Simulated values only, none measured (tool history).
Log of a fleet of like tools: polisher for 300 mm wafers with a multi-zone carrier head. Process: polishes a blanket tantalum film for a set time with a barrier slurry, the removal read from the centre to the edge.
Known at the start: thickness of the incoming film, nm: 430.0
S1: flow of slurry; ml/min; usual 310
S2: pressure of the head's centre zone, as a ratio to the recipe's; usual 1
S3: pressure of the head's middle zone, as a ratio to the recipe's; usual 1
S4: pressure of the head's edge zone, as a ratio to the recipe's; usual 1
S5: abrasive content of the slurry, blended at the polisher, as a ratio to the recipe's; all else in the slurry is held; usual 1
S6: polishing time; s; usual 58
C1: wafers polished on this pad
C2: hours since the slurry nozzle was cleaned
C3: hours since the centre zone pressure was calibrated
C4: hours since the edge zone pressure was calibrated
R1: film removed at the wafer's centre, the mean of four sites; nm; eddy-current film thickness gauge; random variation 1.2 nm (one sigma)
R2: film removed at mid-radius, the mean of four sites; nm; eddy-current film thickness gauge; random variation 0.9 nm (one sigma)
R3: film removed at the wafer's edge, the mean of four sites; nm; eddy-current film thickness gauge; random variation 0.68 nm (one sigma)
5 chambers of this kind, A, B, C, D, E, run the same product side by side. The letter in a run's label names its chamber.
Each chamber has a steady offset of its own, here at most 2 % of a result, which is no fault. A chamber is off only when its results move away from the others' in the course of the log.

run 1C hour=3.4 | S1=310 S2=1 S3=1 S4=1 S5=1 S6=58 | C1=488 C2=733.8 C3=481.8 C4=1313.6 | R1=82.479 R2=81.591 R3=82.916
-- hour=4.5 chamber A: worn pad replaced by a new one
-- hour=7.4 chamber C: edge zone pressure recalibrated
run 2B hour=7.7 | S1=310 S2=1 S3=1 S4=1 S5=1 S6=58 | C1=511 C2=424 C3=501.9 C4=10.7 | R1=83.698 R2=82.158 R3=82.355
run 3E hour=9.8 | S1=310 S2=1 S3=1 S4=1 S5=1 S6=58 | C1=980 C2=198 C3=1049.8 C4=270.9 | R1=82.053 R2=82.462 R3=82.128
-- hour=10 chamber B: worn pad replaced by a new one
run 4A hour=11.7 | S1=310 S2=1 S3=1 S4=1 S5=1 S6=58 | C1=89 C2=255.6 C3=841.7 C4=570.6 | R1=84.162 R2=83.214 R3=83.304
-- hour=14.6 chamber D: worn pad replaced by a new one
run 5D hour=15.8 | S1=310 S2=1 S3=1 S4=1 S5=1 S6=58 | C1=15 C2=398.1 C3=69.6 C4=866.5 | R1=83.959 R2=83.084 R3=83.219
run 6B hour=20.1 | S1=310 S2=1 S3=1 S4=1 S5=1.15 S6=73 | C1=125 C2=436.4 C3=514.3 C4=23.1 | R1=109.77 R2=111.96 R3=109.33
run 7E hour=22.6 | S1=310 S2=1 S3=1 S4=1 S5=1.15 S6=73 | C1=1139 C2=210.8 C3=1062.6 C4=283.7 | R1=112.4 R2=106.5 R3=107.65
run 8A hour=24.9 | S1=310 S2=1 S3=1 S4=1 S5=1.15 S6=73 | C1=252 C2=268.8 C3=854.9 C4=583.8 | R1=110.46 R2=108.13 R3=109.67
-- hour=25 chamber A: edge zone pressure recalibrated
run 9C hour=26.7 | S1=310 S2=1 S3=1 S4=1 S5=1.15 S6=73 | C1=777 C2=757.1 C3=505.1 C4=19.3 | R1=107.11 R2=108.55 R3=107.27
-- hour=30.1 chamber C: slurry nozzle cleaned
run 10D hour=30.9 | S1=310 S2=1 S3=1 S4=1 S5=1.15 S6=73 | C1=202 C2=413.2 C3=84.7 C4=881.6 | R1=111.15 R2=110.5 R3=107.94
run 11D hour=33.6 | S1=310 S2=1 S3=1 S4=1 S5=1 S6=58 | C1=236 C2=415.9 C3=87.4 C4=884.3 | R1=84.97 R2=83.479 R3=83.792
run 12A hour=36.1 | S1=310 S2=1 S3=1 S4=1 S5=1 S6=58 | C1=391 C2=280 C3=866.1 C4=11.1 | R1=84.309 R2=84.059 R3=84.669
-- hour=37 chamber E: worn pad replaced by a new one
run 13E hour=38.1 | S1=235 S2=1 S3=1 S4=1 S5=1 S6=69 | C1=14 C2=226.3 C3=1078.1 C4=299.2 | R1=96.341 R2=97.903 R3=96.195
run 14C hour=42 | S1=235 S2=1 S3=1 S4=1 S5=1 S6=69 | C1=966 C2=12 C3=520.4 C4=34.6 | R1=98.488 R2=94.152 R3=97.088
run 15B hour=45.6 | S1=235 S2=1 S3=1 S4=1 S5=1 S6=69 | C1=441 C2=461.9 C3=539.8 C4=48.6 | R1=93.935 R2=97.783 R3=95.833
-- hour=48.6 chamber B: worn pad replaced by a new one
run 16D hour=49.3 | S1=235 S2=1 S3=1 S4=1 S5=1 S6=69 | C1=430 C2=431.6 C3=103.1 C4=900 | R1=96.055 R2=97.707 R3=96.516
run 17C hour=52.6 | S1=235 S2=1 S3=1 S4=1 S5=1 S6=69 | C1=1098 C2=22.6 C3=531 C4=45.2 | R1=97.822 R2=95.946 R3=96.385
run 18B hour=55.3 | S1=310 S2=1 S3=1 S4=1 S5=1 S6=58 | C1=83 C2=471.6 C3=549.5 C4=58.3 | R1=83.392 R2=83.216 R3=83.477
run 19A hour=57.5 | S1=310 S2=1 S3=1 S4=1 S5=1 S6=58 | C1=656 C2=301.4 C3=887.5 C4=32.5 | R1=82.677 R2=84.719 R3=84.74
run 20E hour=61.8 | S1=310 S2=1 S3=1 S4=1 S5=1 S6=58 | C1=308 C2=250 C3=1101.8 C4=322.9 | R1=83.164 R2=81.636 R3=81.494
run 21B hour=64.6 | S1=310 S2=1 S3=1 S4=1 S5=1 S6=58 | C1=198 C2=480.9 C3=558.8 C4=67.6 | R1=82.695 R2=83.358 R3=82.749
run 22A hour=67.3 | S1=310 S2=1 S3=1 S4=1 S5=1 S6=58 | C1=777 C2=311.2 C3=897.3 C4=42.3 | R1=83.166 R2=84.244 R3=85.257
-- hour=69.6 chamber A: centre zone pressure recalibrated
run 23C hour=70 | S1=345 S2=1 S3=1 S4=1 S5=1.15 S6=58 | C1=1313 C2=40 C3=548.4 C4=62.6 | R1=86.423 R2=87.508 R3=86.309
-- hour=72.8 chamber C: worn pad replaced by a new one
run 24E hour=73.6 | S1=345 S2=1 S3=1 S4=1 S5=1.15 S6=58 | C1=454 C2=261.8 C3=1113.6 C4=334.7 | R1=88.263 R2=86.397 R3=85.921
-- hour=75 chamber D: worn pad replaced by a new one
run 25D hour=76.7 | S1=345 S2=1 S3=1 S4=1 S5=1.15 S6=58 | C1=21 C2=459 C3=130.5 C4=927.4 | R1=88.211 R2=87.823 R3=87.224
run 26C hour=79.9 | S1=345 S2=1 S3=1 S4=1 S5=1.15 S6=58 | C1=88 C2=49.9 C3=558.3 C4=72.5 | R1=87.363 R2=87.673 R3=85.556
run 27D hour=84 | S1=345 S2=1 S3=1 S4=1 S5=1.15 S6=58 | C1=112 C2=466.3 C3=137.8 C4=934.7 | R1=89.475 R2=86.663 R3=86.372
run 28A hour=86.2 | S1=310 S2=1 S3=1 S4=1 S5=1 S6=58 | C1=1011 C2=330.1 C3=16.7 C4=61.2 | R1=73.161 R2=84.609 R3=84.157
run 29B hour=88.9 | S1=310 S2=1 S3=1 S4=1 S5=1 S6=58 | C1=499 C2=505.2 C3=583.1 C4=91.9 | R1=82.438 R2=84.084 R3=82.679
-- hour=89.5 chamber B: worn pad replaced by a new one
-- hour=91 chamber A: worn pad replaced by a new one
run 30E hour=91.4 | S1=310 S2=1 S3=1 S4=1 S5=1 S6=58 | C1=674 C2=279.6 C3=1131.4 C4=352.5 | R1=83.723 R2=82.939 R3=81.533
run 31D hour=95.3 | S1=310 S2=1 S3=1 S4=1 S5=1 S6=58 | C1=252 C2=477.6 C3=149.1 C4=946 | R1=87.131 R2=83.855 R3=83.995
run 32B hour=98.6 | S1=310 S2=1 S3=1 S4=1 S5=1 S6=58 | C1=113 C2=514.9 C3=592.8 C4=101.6 | R1=84.691 R2=84.869 R3=82.662
run 33A hour=101.6 | S1=310 S2=1 S3=1 S4=1 S5=1 S6=58 | C1=131 C2=345.5 C3=32.1 C4=76.6 | R1=73 R2=85.37 R3=83.726
-- hour=103.8 chamber B: centre zone pressure recalibrated
run 34E hour=104.7 | S1=310 S2=1 S3=1 S4=1 S5=1 S6=58 | C1=839 C2=292.9 C3=1144.7 C4=365.8 | R1=84.476 R2=83.352 R3=81.127
run 35C hour=107.3 | S1=310 S2=1 S3=1 S4=1 S5=1 S6=58 | C1=427 C2=77.3 C3=585.7 C4=99.9 | R1=84.455 R2=82.431 R3=82.283
run 36D hour=110.6 | S1=310 S2=1 S3=1 S4=1 S5=1 S6=58 | C1=441 C2=492.9 C3=164.4 C4=961.3 | R1=85.405 R2=83.374 R3=82.719
run 37A hour=114.8 | S1=310 S2=1 S3=1 S4=1 S5=0.7 S6=46 | C1=294 C2=358.7 C3=45.3 C4=89.8 | R1=52.185 R2=59.449 R3=59.731
run 38B hour=117.8 | S1=310 S2=1 S3=1 S4=1 S5=0.7 S6=46 | C1=350 C2=534.1 C3=14 C4=120.8 | R1=58.391 R2=58.821 R3=57.543
run 39C hour=121.5 | S1=310 S2=1 S3=1 S4=1 S5=0.7 S6=46 | C1=603 C2=91.5 C3=599.9 C4=114.1 | R1=59.843 R2=59.467 R3=58.518
run 40E hour=124.3 | S1=310 S2=1 S3=1 S4=1 S5=0.7 S6=46 | C1=1082 C2=312.5 C3=1164.3 C4=385.4 | R1=58.469 R2=58.627 R3=58.813
run 41E hour=127.4 | S1=310 S2=1 S3=1 S4=1 S5=0.7 S6=46 | C1=1120 C2=315.6 C3=1167.4 C4=388.5 | R1=60.133 R2=58.341 R3=57.953
-- hour=130.9 chamber D: worn pad replaced by a new one
run 42D hour=131.6 | S1=310 S2=1 S3=1 S4=1 S5=1 S6=58 | C1=9 C2=513.9 C3=185.4 C4=982.3 | R1=85.868 R2=84.124 R3=83.116
run 43C hour=135.7 | S1=310 S2=1 S3=1 S4=1 S5=1 S6=58 | C1=779 C2=105.7 C3=614.1 C4=128.3 | R1=83.509 R2=82.964 R3=83.321

All 5 chambers run these settings next. Forecast each chamber's results:
run 44A hour=138.8 | S1=310 S2=1 S3=1 S4=1 S5=1 S6=58 | R1=? R2=? R3=?
run 44B hour=138.8 | S1=310 S2=1 S3=1 S4=1 S5=1 S6=58 | R1=? R2=? R3=?
run 44C hour=138.8 | S1=310 S2=1 S3=1 S4=1 S5=1 S6=58 | R1=? R2=? R3=?
run 44D hour=138.8 | S1=310 S2=1 S3=1 S4=1 S5=1 S6=58 | R1=? R2=? R3=?
run 44E hour=138.8 | S1=310 S2=1 S3=1 S4=1 S5=1 S6=58 | R1=? R2=? R3=?

run=44A R1=75.022 R2=83.652 R3=84.119
run=44B R1=81.679 R2=85.375 R3=82.914
run=44C R1=82.083 R2=83.361 R3=82.174
run=44D R1=83.201 R2=84.457 R3=83.2
run=44E R1=83.915 R2=82.77 R3=82.004

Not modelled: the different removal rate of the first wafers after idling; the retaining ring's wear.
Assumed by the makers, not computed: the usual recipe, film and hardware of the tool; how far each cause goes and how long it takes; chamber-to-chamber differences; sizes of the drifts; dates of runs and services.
